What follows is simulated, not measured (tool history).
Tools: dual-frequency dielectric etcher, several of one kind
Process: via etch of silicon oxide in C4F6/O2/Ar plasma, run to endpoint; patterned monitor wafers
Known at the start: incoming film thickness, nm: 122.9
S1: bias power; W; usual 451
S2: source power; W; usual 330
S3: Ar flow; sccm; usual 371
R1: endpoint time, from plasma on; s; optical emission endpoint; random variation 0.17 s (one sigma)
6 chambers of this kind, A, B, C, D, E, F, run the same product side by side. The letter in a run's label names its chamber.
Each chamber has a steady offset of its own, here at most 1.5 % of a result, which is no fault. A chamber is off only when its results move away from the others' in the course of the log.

run,hour,S1,S2,S3,R1
1B,3.9,451,330,371,30.964
2D,9.4,451,330,371,30.398
3A,13.9,451,330,371,30.862
4E,18.9,451,330,371,30.733
5F,24.3,451,330,371,30.967
6C,32.8,451,330,371,31.279
7B,40.5,451,330,322,30.415
8C,45,451,330,322,30.658
9D,50.2,451,330,322,30.392
10E,58.7,451,330,322,30.217
11F,63.1,451,330,322,30.63
12A,67.6,451,330,322,30.629
13E,74.6,451,330,371,30.802
14D,80.9,451,330,371,30.733
# hour 86.2: chamber B: wet clean of the chamber
# hour 87.3: chamber F: wet clean of the chamber
15F,89.2,451,330,371,30.981
16C,95.5,451,330,371,31.438
# hour 95.6: chamber D: source power generator calibrated
17B,102.2,451,330,371,31.046
18A,107.3,451,330,446,31.523
19D,113.6,451,330,446,31.448
20F,117.6,451,330,446,31.949
21B,122.5,451,330,446,31.449
22C,128.4,451,330,446,31.605
23A,135.5,451,330,446,31.579
24E,141.1,451,330,371,30.571
25B,145.2,451,330,371,31.386
26C,149.7,451,330,371,31.548
27E,155.3,451,330,371,30.315
28F,160.8,451,330,371,30.692
29D,165.7,451,330,371,30.915
30A,169.8,451,330,371,30.829
31D,175.4,451,330,371,30.895
32C,183.8,451,330,371,31.196
33A,191.7,451,330,371,30.972
# hour 195.2: chamber F: bias power generator calibrated
34E,197.3,451,330,371,30.327
35B,203.6,451,330,371,31.053
36F,209.5,451,330,371,31.152

What goes on in this fleet: one chamber off, a drifting gauge, or nothing beyond the chambers' own small offsets? Name the chamber and the cause, if any.

No chamber stands off beyond its own small offset, and the gauge holds steady.
